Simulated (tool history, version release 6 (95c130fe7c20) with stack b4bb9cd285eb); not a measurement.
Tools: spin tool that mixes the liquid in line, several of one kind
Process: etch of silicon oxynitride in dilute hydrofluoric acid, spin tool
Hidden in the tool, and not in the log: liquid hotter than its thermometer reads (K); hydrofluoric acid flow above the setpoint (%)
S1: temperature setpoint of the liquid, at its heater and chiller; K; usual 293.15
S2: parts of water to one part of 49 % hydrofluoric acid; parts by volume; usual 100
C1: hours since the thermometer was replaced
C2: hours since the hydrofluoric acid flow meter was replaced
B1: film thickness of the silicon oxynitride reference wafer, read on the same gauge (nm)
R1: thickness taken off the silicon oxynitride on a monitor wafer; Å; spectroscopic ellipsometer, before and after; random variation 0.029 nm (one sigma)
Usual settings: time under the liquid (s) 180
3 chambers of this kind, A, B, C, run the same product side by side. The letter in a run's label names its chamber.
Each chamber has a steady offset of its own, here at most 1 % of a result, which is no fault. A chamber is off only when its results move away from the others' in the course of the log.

{"run": "1A", "hour": 6.8, "S1": 293.15, "S2": 100, "time under the liquid (s)": 180, "C1": 925.1, "C2": 346.9, "B1": 130.0, "R1": 34.477}
{"run": "2C", "hour": 14.9, "S1": 293.15, "S2": 100, "time under the liquid (s)": 180, "C1": 564.1, "C2": 484.5, "B1": 130.0, "R1": 35.04}
{"run": "3B", "hour": 19.9, "S1": 293.15, "S2": 100, "time under the liquid (s)": 180, "C1": 355.4, "C2": 596.9, "B1": 129.98, "R1": 34.491}
{"run": "4B", "hour": 26.9, "S1": 293.15, "S2": 100, "time under the liquid (s)": 180, "C1": 362.4, "C2": 603.9, "B1": 130.01, "R1": 35.033}
{"run": "5C", "hour": 33.8, "S1": 293.15, "S2": 100, "time under the liquid (s)": 180, "C1": 583.0, "C2": 503.4, "B1": 129.99, "R1": 34.782}
{"run": "6A", "hour": 38.8, "S1": 293.15, "S2": 100, "time under the liquid (s)": 180, "C1": 957.1, "C2": 378.9, "B1": 130.01, "R1": 34.544}
{"run": "7A", "hour": 48.2, "S1": 293.15, "S2": 100, "time under the liquid (s)": 180, "C1": 966.5, "C2": 388.3, "B1": 130.04, "R1": 34.377}
{"run": "8C", "hour": 56.6, "S1": 290.15, "S2": 120, "time under the liquid (s)": 180, "C1": 605.8, "C2": 526.2, "B1": 129.99, "R1": 24.998}
{"run": "9B", "hour": 65.0, "S1": 290.15, "S2": 120, "time under the liquid (s)": 180, "C1": 400.5, "C2": 642.0, "B1": 130.01, "R1": 24.576}
{"run": "10B", "hour": 71.2, "S1": 290.15, "S2": 120, "time under the liquid (s)": 180, "C1": 406.7, "C2": 648.2, "B1": 129.99, "R1": 24.87}
{"run": "11A", "hour": 77.0, "S1": 293.15, "S2": 100, "time under the liquid (s)": 180, "C1": 995.3, "C2": 417.1, "B1": 130.01, "R1": 35.124}
{"run": "12C", "hour": 82.1, "S1": 293.15, "S2": 100, "time under the liquid (s)": 180, "C1": 631.3, "C2": 551.7, "B1": 129.99, "R1": 35.149}
{"run": "13C", "hour": 91.5, "S1": 293.15, "S2": 100, "time under the liquid (s)": 180, "C1": 640.7, "C2": 561.1, "B1": 130.02, "R1": 35.135}
{"run": "14B", "hour": 96.7, "S1": 298.15, "S2": 100, "time under the liquid (s)": 235, "C1": 432.2, "C2": 673.7, "B1": 129.96, "R1": 56.854}
{"run": "15A", "hour": 103.6, "S1": 298.15, "S2": 100, "time under the liquid (s)": 235, "C1": 1021.9, "C2": 443.7, "B1": 130.0, "R1": 58.317}
{"run": "16B", "hour": 110.4, "S1": 298.15, "S2": 100, "time under the liquid (s)": 235, "C1": 445.9, "C2": 687.4, "B1": 130.01, "R1": 57.137}
{"run": "17C", "hour": 118.0, "S1": 293.15, "S2": 100, "time under the liquid (s)": 180, "C1": 667.2, "C2": 587.6, "B1": 129.99, "R1": 34.874}
{"run": "18A", "hour": 126.6, "S1": 293.15, "S2": 65, "time under the liquid (s)": 180, "C1": 1044.9, "C2": 466.7, "B1": 130.02, "R1": 57.309}
{"run": "19A", "hour": 131.7, "S1": 293.15, "S2": 65, "time under the liquid (s)": 180, "C1": 1050.0, "C2": 471.8, "B1": 130.0, "R1": 56.884}
{"run": "20C", "hour": 137.6, "S1": 293.15, "S2": 65, "time under the liquid (s)": 180, "C1": 686.8, "C2": 607.2, "B1": 130.0, "R1": 55.406}
{"run": "21B", "hour": 145.9, "S1": 293.15, "S2": 100, "time under the liquid (s)": 180, "C1": 481.4, "C2": 722.9, "B1": 129.97, "R1": 34.857}
{"run": "22C", "hour": 152.3, "S1": 293.15, "S2": 100, "time under the liquid (s)": 180, "C1": 701.5, "C2": 621.9, "B1": 129.98, "R1": 34.811}
{"run": "23A", "hour": 159.6, "S1": 293.15, "S2": 100, "time under the liquid (s)": 180, "C1": 1077.9, "C2": 499.7, "B1": 130.02, "R1": 36.952}
{"run": "24B", "hour": 166.9, "S1": 293.15, "S2": 100, "time under the liquid (s)": 180, "C1": 502.4, "C2": 743.9, "B1": 129.98, "R1": 34.375}
{"run": "25B", "hour": 173.2, "S1": 293.15, "S2": 100, "time under the liquid (s)": 180, "C1": 508.7, "C2": 750.2, "B1": 130.0, "R1": 34.905}
{"run": "26A", "hour": 182.5, "S1": 293.15, "S2": 100, "time under the liquid (s)": 180, "C1": 1100.8, "C2": 522.6, "B1": 130.01, "R1": 38.017}

What goes on in this fleet: one chamber off, a drifting gauge, or nothing beyond the chambers' own small offsets? Name the chamber and the cause, if any.

Chamber A drifts away from the others.
Cause: liquid hotter than its thermometer reads (K) = 2.03.
The log may not tell that from: hydrofluoric acid flow above the setpoint (%).

Here are 4 candidates for chamber A's next run, each the usual settings with a change, their results left as question marks. Which one brings its results back in line with what the others give on the usual settings?
In line means no further than this from the other chambers' mean on the usual settings: R1 1.000 Å
{"run": "27A-1", "hour": 189.5, "S1": 294.15, "S2": 100, "time under the liquid (s)": 180, "R1": "?"}
{"run": "27A-2", "hour": 189.5, "S1": 292.15, "S2": 100, "time under the liquid (s)": 180, "R1": "?"}
{"run": "27A-3", "hour": 189.5, "S1": 293.15, "S2": 105, "time under the liquid (s)": 175, "R1": "?"}
{"run": "27A-4", "hour": 189.5, "S1": 295.15, "S2": 100, "time under the liquid (s)": 180, "R1": "?"}

The other chambers' mean on the usual settings: R1 34.631 Å
run=27A-1 R1=39.582
run=27A-2 R1=36.005
run=27A-3 R1=34.837
run=27A-4 R1=41.486
27A-3 brings the chamber back in line.
